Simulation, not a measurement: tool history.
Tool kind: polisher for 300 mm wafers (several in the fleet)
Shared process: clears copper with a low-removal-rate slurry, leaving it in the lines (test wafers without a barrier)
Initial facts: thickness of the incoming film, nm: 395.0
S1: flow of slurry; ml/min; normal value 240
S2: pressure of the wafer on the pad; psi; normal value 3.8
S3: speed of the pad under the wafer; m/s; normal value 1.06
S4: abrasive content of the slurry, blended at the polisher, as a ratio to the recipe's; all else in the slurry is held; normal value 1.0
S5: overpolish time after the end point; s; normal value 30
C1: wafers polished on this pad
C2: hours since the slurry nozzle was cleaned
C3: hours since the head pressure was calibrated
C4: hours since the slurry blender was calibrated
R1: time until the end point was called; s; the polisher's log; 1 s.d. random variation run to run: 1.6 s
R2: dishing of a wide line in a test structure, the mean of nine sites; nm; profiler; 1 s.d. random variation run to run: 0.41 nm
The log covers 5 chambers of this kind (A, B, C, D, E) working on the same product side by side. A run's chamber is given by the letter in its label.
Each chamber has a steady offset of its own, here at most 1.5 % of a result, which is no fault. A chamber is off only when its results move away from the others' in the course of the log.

{"hour": 2.2, "done": "chamber B: worn pad replaced by a new one"}
{"hour": 5.2, "done": "chamber D: worn pad replaced by a new one"}
{"run": "1B", "hour": 6.6, "S1": 240, "S2": 3.8, "S3": 1.06, "S4": 1.0, "S5": 30, "C1": 36, "C2": 365.5, "C3": 957.1, "C4": 118.3, "R1": 102.69, "R2": 40.701}
{"hour": 8.8, "done": "chamber E: slurry nozzle cleaned"}
{"run": "2A", "hour": 17.6, "S1": 240, "S2": 3.8, "S3": 1.06, "S4": 1.0, "S5": 30, "C1": 963, "C2": 433.7, "C3": 583.5, "C4": 130.2, "R1": 105.87, "R2": 40.733}
{"run": "3C", "hour": 24.8, "S1": 240, "S2": 3.8, "S3": 1.06, "S4": 1.0, "S5": 30, "C1": 480, "C2": 98.7, "C3": 216.1, "C4": 459.1, "R1": 104.94, "R2": 40.777}
{"hour": 25.3, "done": "chamber A: worn pad replaced by a new one"}
{"run": "4E", "hour": 33.9, "S1": 240, "S2": 3.8, "S3": 1.06, "S4": 1.0, "S5": 30, "C1": 305, "C2": 25.1, "C3": 264.1, "C4": 106.3, "R1": 107.9, "R2": 40.951}
{"hour": 36.5, "done": "chamber C: slurry blender recalibrated"}
{"hour": 39.3, "done": "chamber A: slurry nozzle cleaned"}
{"run": "5D", "hour": 42.5, "S1": 240, "S2": 3.8, "S3": 1.06, "S4": 1.0, "S5": 30, "C1": 307, "C2": 807.0, "C3": 438.7, "C4": 520.0, "R1": 109.76, "R2": 41.488}
{"hour": 43.1, "done": "chamber D: slurry nozzle cleaned"}
{"hour": 46.0, "done": "chamber D: slurry blender recalibrated"}
{"run": "6C", "hour": 53.0, "S1": 240, "S2": 3.8, "S3": 1.06, "S4": 1.0, "S5": 30, "C1": 712, "C2": 126.9, "C3": 244.3, "C4": 16.6, "R1": 101.61, "R2": 41.388}
{"hour": 59.7, "done": "chamber E: worn pad replaced by a new one"}
{"run": "7B", "hour": 62.4, "S1": 240, "S2": 3.8, "S3": 1.06, "S4": 1.0, "S5": 30, "C1": 494, "C2": 421.3, "C3": 1012.9, "C4": 174.1, "R1": 102.95, "R2": 40.601}
{"run": "8D", "hour": 70.3, "S1": 240, "S2": 3.8, "S3": 0.78, "S4": 1.0, "S5": 30, "C1": 535, "C2": 27.2, "C3": 466.5, "C4": 24.4, "R1": 141.37, "R2": 35.078}
{"run": "9E", "hour": 80.4, "S1": 240, "S2": 3.8, "S3": 0.78, "S4": 1.0, "S5": 30, "C1": 170, "C2": 71.6, "C3": 310.6, "C4": 152.8, "R1": 144.55, "R2": 35.606}
{"hour": 82.4, "done": "chamber D: head pressure recalibrated"}
{"run": "10A", "hour": 88.1, "S1": 240, "S2": 3.8, "S3": 0.78, "S4": 1.0, "S5": 30, "C1": 516, "C2": 48.9, "C3": 654.0, "C4": 200.7, "R1": 143.67, "R2": 36.056}
{"run": "11C", "hour": 97.9, "S1": 240, "S2": 3.8, "S3": 0.78, "S4": 1.0, "S5": 30, "C1": 1081, "C2": 171.8, "C3": 289.2, "C4": 61.5, "R1": 137.33, "R2": 36.186}
{"run": "12B", "hour": 103.3, "S1": 240, "S2": 3.8, "S3": 0.78, "S4": 1.0, "S5": 30, "C1": 830, "C2": 462.2, "C3": 1053.8, "C4": 215.0, "R1": 144.09, "R2": 35.827}
{"run": "13E", "hour": 108.6, "S1": 240, "S2": 3.8, "S3": 1.06, "S4": 0.9, "S5": 19, "C1": 402, "C2": 99.8, "C3": 338.8, "C4": 181.0, "R1": 108.93, "R2": 32.754}
{"run": "14D", "hour": 118.4, "S1": 240, "S2": 3.8, "S3": 1.06, "S4": 0.9, "S5": 19, "C1": 930, "C2": 75.3, "C3": 36.0, "C4": 72.5, "R1": 109.32, "R2": 33.559}
{"hour": 119.9, "done": "chamber B: worn pad replaced by a new one"}
{"hour": 123.5, "done": "chamber C: worn pad replaced by a new one"}
{"hour": 124.8, "done": "chamber E: worn pad replaced by a new one"}
{"run": "15A", "hour": 125.0, "S1": 240, "S2": 3.8, "S3": 1.06, "S4": 0.9, "S5": 19, "C1": 819, "C2": 85.8, "C3": 690.9, "C4": 237.6, "R1": 105.87, "R2": 32.933}
{"hour": 126.3, "done": "chamber C: slurry nozzle cleaned"}
{"hour": 128.4, "done": "chamber E: head pressure recalibrated"}
{"hour": 129.9, "done": "chamber A: worn pad replaced by a new one"}
{"run": "16A", "hour": 134.5, "S1": 240, "S2": 3.8, "S3": 1.06, "S4": 0.9, "S5": 19, "C1": 38, "C2": 95.3, "C3": 700.4, "C4": 247.1, "R1": 111.53, "R2": 32.619}
{"run": "17B", "hour": 144.4, "S1": 240, "S2": 3.8, "S3": 1.06, "S4": 0.9, "S5": 19, "C1": 201, "C2": 503.3, "C3": 1094.9, "C4": 256.1, "R1": 106.53, "R2": 33.509}
{"run": "18D", "hour": 153.1, "S1": 240, "S2": 3.8, "S3": 1.06, "S4": 1.0, "S5": 30, "C1": 1215, "C2": 110.0, "C3": 70.7, "C4": 107.2, "R1": 107.45, "R2": 41.42}
{"run": "19C", "hour": 162.3, "S1": 240, "S2": 3.8, "S3": 1.06, "S4": 1.0, "S5": 30, "C1": 319, "C2": 36.0, "C3": 353.6, "C4": 125.9, "R1": 103.88, "R2": 40.97}
{"run": "20E", "hour": 174.0, "S1": 240, "S2": 3.2, "S3": 1.06, "S4": 1.0, "S5": 30, "C1": 404, "C2": 165.2, "C3": 45.6, "C4": 246.4, "R1": 128.19, "R2": 37.606}
{"hour": 176.3, "done": "chamber D: worn pad replaced by a new one"}
{"run": "21C", "hour": 180.1, "S1": 240, "S2": 3.2, "S3": 1.06, "S4": 1.0, "S5": 30, "C1": 465, "C2": 53.8, "C3": 371.4, "C4": 143.7, "R1": 127.75, "R2": 37.252}
{"run": "22E", "hour": 191.7, "S1": 240, "S2": 3.2, "S3": 1.06, "S4": 1.0, "S5": 30, "C1": 549, "C2": 182.9, "C3": 63.3, "C4": 264.1, "R1": 127.31, "R2": 37.453}
{"run": "23A", "hour": 199.5, "S1": 240, "S2": 3.2, "S3": 1.06, "S4": 1.0, "S5": 30, "C1": 572, "C2": 160.3, "C3": 765.4, "C4": 312.1, "R1": 131.71, "R2": 36.939}
{"hour": 202.3, "done": "chamber E: worn pad replaced by a new one"}
{"run": "24D", "hour": 207.1, "S1": 240, "S2": 3.2, "S3": 1.06, "S4": 1.0, "S5": 30, "C1": 253, "C2": 164.0, "C3": 124.7, "C4": 161.2, "R1": 122.41, "R2": 38.228}
{"run": "25B", "hour": 214.9, "S1": 240, "S2": 3.8, "S3": 1.06, "S4": 1.0, "S5": 30, "C1": 781, "C2": 573.8, "C3": 1165.4, "C4": 326.6, "R1": 104.27, "R2": 40.156}
{"run": "26D", "hour": 221.5, "S1": 240, "S2": 3.8, "S3": 1.06, "S4": 1.0, "S5": 30, "C1": 371, "C2": 178.4, "C3": 139.1, "C4": 175.6, "R1": 106.64, "R2": 41.785}
{"hour": 223.7, "done": "chamber B: head pressure recalibrated"}
{"hour": 226.9, "done": "chamber A: worn pad replaced by a new one"}
{"run": "27C", "hour": 227.3, "S1": 240, "S2": 3.8, "S3": 1.06, "S4": 1.0, "S5": 30, "C1": 853, "C2": 101.0, "C3": 418.6, "C4": 190.9, "R1": 103.94, "R2": 40.717}
{"run": "28E", "hour": 236.8, "S1": 240, "S2": 3.8, "S3": 1.06, "S4": 1.0, "S5": 30, "C1": 283, "C2": 228.0, "C3": 108.4, "C4": 309.2, "R1": 103.89, "R2": 40.01}
{"hour": 245.4, "done": "chamber B: worn pad replaced by a new one"}
{"run": "29B", "hour": 247.5, "S1": 240, "S2": 3.8, "S3": 1.06, "S4": 1.2, "S5": 30, "C1": 17, "C2": 606.4, "C3": 23.9, "C4": 359.2, "R1": 101.37, "R2": 40.677}
{"run": "30A", "hour": 258.9, "S1": 240, "S2": 3.8, "S3": 1.06, "S4": 1.2, "S5": 30, "C1": 263, "C2": 219.7, "C3": 824.8, "C4": 371.5, "R1": 108.28, "R2": 39.99}

Each of the 5 chambers runs these same settings next. Fill in every chamber's results:
{"run": "31A", "hour": 267.6, "S1": 240, "S2": 3.8, "S3": 1.06, "S4": 1.0, "S5": 15, "R1": "?", "R2": "?"}
{"run": "31B", "hour": 267.6, "S1": 240, "S2": 3.8, "S3": 1.06, "S4": 1.0, "S5": 15, "R1": "?", "R2": "?"}
{"run": "31C", "hour": 267.6, "S1": 240, "S2": 3.8, "S3": 1.06, "S4": 1.0, "S5": 15, "R1": "?", "R2": "?"}
{"run": "31D", "hour": 267.6, "S1": 240, "S2": 3.8, "S3": 1.06, "S4": 1.0, "S5": 15, "R1": "?", "R2": "?"}
{"run": "31E", "hour": 267.6, "S1": 240, "S2": 3.8, "S3": 1.06, "S4": 1.0, "S5": 15, "R1": "?", "R2": "?"}

run=31A R1=115.00 R2=27.461
run=31B R1=104.13 R2=29.550
run=31C R1=105.64 R2=29.822
run=31D R1=108.81 R2=29.126
run=31E R1=106.59 R2=29.387
